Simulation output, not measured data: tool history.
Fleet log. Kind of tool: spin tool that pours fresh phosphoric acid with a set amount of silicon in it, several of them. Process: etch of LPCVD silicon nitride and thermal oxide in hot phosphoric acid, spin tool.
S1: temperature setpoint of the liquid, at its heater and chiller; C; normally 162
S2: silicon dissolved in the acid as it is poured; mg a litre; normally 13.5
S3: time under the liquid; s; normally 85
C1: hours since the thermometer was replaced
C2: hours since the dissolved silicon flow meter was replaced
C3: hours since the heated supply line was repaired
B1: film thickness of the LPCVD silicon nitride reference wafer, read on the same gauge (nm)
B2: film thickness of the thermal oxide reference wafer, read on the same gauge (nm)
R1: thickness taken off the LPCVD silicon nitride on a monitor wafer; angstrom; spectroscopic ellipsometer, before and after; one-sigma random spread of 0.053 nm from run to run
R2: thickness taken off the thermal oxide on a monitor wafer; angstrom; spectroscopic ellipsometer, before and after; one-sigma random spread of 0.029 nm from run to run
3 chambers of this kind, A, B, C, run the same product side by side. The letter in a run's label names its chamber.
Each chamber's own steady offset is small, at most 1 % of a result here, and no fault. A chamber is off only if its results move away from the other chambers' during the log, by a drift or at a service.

| run | day | S1 | S2 | S3 | C1 | C2 | C3 | B1 | B2 | R1 | R2 |
|---|---|---|---|---|---|---|---|---|---|---|---|
| 1C | 0.379 | 162 | 13.5 | 85 | 1581.4 | 536.5 | 1077.2 | 130.01 | 60.002 | 75.642 | 2.087 |
| 2B | 0.708 | 162 | 13.5 | 85 | 266.3 | 1334.9 | 651 | 130.01 | 60.009 | 75.147 | 1.8316 |
| 3A | 1.1 | 162 | 13.5 | 85 | 612.6 | 240.2 | 123.5 | 129.98 | 59.972 | 74.783 | 2.2075 |
| 4B | 1.333 | 162 | 13.5 | 85 | 281.3 | 1349.9 | 666 | 130.01 | 60.02 | 75.149 | 2.0138 |
| 5A | 1.683 | 162 | 13.5 | 85 | 626.6 | 254.2 | 137.5 | 130 | 60.023 | 75.903 | 2.52 |
| 6C | 1.954 | 162 | 13.5 | 85 | 1619.2 | 574.3 | 1115 | 130 | 59.988 | 74.966 | 2.1402 |
|  | 2.179 | chamber A: thermometer replaced |
| 7A | 2.246 | 162 | 13.5 | 85 | 1.6 | 267.7 | 151 | 129.99 | 60 | 75.87 | 2.0261 |
| 8B | 2.483 | 162 | 13.5 | 85 | 308.9 | 1377.5 | 693.6 | 129.99 | 60.028 | 75.714 | 2.5181 |
| 9C | 2.725 | 162 | 13.5 | 85 | 1637.7 | 592.8 | 1133.5 | 130 | 59.997 | 75.757 | 2.0144 |
| 10C | 3.125 | 162 | 9 | 40 | 1647.3 | 602.4 | 1143.1 | 129.99 | 59.994 | 35.38 | 1.4499 |
| 11A | 3.367 | 162 | 9 | 40 | 28.5 | 294.6 | 177.9 | 129.99 | 59.961 | 35.687 | 1.1035 |
| 12B | 3.583 | 162 | 9 | 40 | 335.3 | 1403.9 | 720 | 130.02 | 59.972 | 34.96 | 0.98835 |
| 13C | 3.917 | 162 | 13.5 | 85 | 1666.3 | 621.4 | 1162.1 | 130 | 59.987 | 75.709 | 1.9171 |
| 14B | 4.108 | 162 | 13.5 | 120 | 347.9 | 1416.5 | 732.6 | 130 | 60.023 | 107.27 | 2.3338 |
|  | 4.15 | chamber B: dissolved silicon flow meter replaced |
| 15A | 4.454 | 162 | 13.5 | 120 | 54.6 | 320.7 | 204 | 129.99 | 60.041 | 105.04 | 3.3107 |
| 16A | 4.7 | 162 | 13.5 | 120 | 60.5 | 326.6 | 209.9 | 129.98 | 59.959 | 107.56 | 2.4832 |
| 17B | 4.929 | 162 | 13.5 | 85 | 367.6 | 18.7 | 752.3 | 130.01 | 60.013 | 74.845 | 2.4633 |
| 18C | 5.146 | 162 | 13.5 | 85 | 1695.8 | 650.9 | 1191.6 | 130.02 | 60.022 | 74.466 | 1.9065 |
| 19A | 5.342 | 162 | 13.5 | 85 | 75.9 | 342 | 225.3 | 130 | 60.032 | 76.506 | 2.2653 |
| 20C | 5.521 | 162 | 13.5 | 85 | 1704.8 | 659.9 | 1200.6 | 130.01 | 60.039 | 75.418 | 2.1472 |
| 21B | 5.888 | 162 | 13.5 | 85 | 390.6 | 41.7 | 775.3 | 130 | 59.985 | 75.093 | 2.2464 |
| 22A | 6.138 | 162 | 24 | 85 | 95 | 361.1 | 244.4 | 130.02 | 60.031 | 74.805 | 1.6464 |
| 23B | 6.467 | 162 | 24 | 85 | 404.5 | 55.6 | 789.2 | 129.99 | 59.988 | 76.439 | 1.5062 |
| 24C | 6.858 | 162 | 24 | 85 | 1736.9 | 692 | 1232.7 | 130.02 | 60.036 | 74.469 | 1.6753 |
| 25A | 7.221 | 162 | 13.5 | 85 | 121 | 387.1 | 270.4 | 129.98 | 59.988 | 75.951 | 2.3701 |
| 26B | 7.508 | 162 | 13.5 | 85 | 429.5 | 80.6 | 814.2 | 130.03 | 59.996 | 75.894 | 2.1715 |
| 27C | 7.779 | 160 | 13.5 | 120 | 1759 | 714.1 | 1254.8 | 130 | 60.037 | 98.627 | 2.4616 |
| 28C | 8.125 | 160 | 13.5 | 120 | 1767.3 | 722.4 | 1263.1 | 129.98 | 60.065 | 99.101 | 1.9283 |
| 29A | 8.496 | 160 | 13.5 | 120 | 151.6 | 417.7 | 301 | 130.02 | 59.963 | 99.635 | 2.6319 |
| 30B | 8.754 | 162 | 13.5 | 85 | 459.4 | 110.5 | 844.1 | 129.98 | 59.999 | 75.956 | 2.013 |
|  | 9.046 | chamber C: dissolved silicon flow meter replaced |
| 31C | 9.108 | 162 | 13.5 | 85 | 1790.9 | 1.6 | 1286.7 | 130 | 60.036 | 75.302 | 1.4194 |
| 32B | 9.425 | 162 | 13.5 | 85 | 475.5 | 126.6 | 860.2 | 130.01 | 59.993 | 74.683 | 1.9392 |
| 33A | 9.629 | 162 | 13.5 | 85 | 178.8 | 444.9 | 328.2 | 130 | 59.989 | 75.216 | 2.0876 |
| 34A | 9.892 | 162 | 13.5 | 85 | 185.1 | 451.2 | 334.5 | 129.98 | 60.04 | 75.959 | 2.4124 |
| 35C | 10.221 | 162 | 13.5 | 85 | 1817.6 | 28.3 | 1313.4 | 130 | 59.967 | 75.796 | 1.992 |
| 36B | 10.438 | 159.5 | 13.5 | 60 | 499.8 | 150.9 | 884.5 | 130 | 59.961 | 49.513 | 1.3842 |
| 37A | 10.712 | 159.5 | 13.5 | 60 | 204.8 | 470.9 | 354.2 | 130.04 | 60.004 | 49.001 | 1.2521 |

Does one chamber stand apart from the rest, does the shared gauge drift, or is all well apart from small per-chamber offsets? Give the chamber and the most likely cause, where there is one.

The fleet is healthy, with each chamber sitting at its usual small offset and no drift in the gauge.
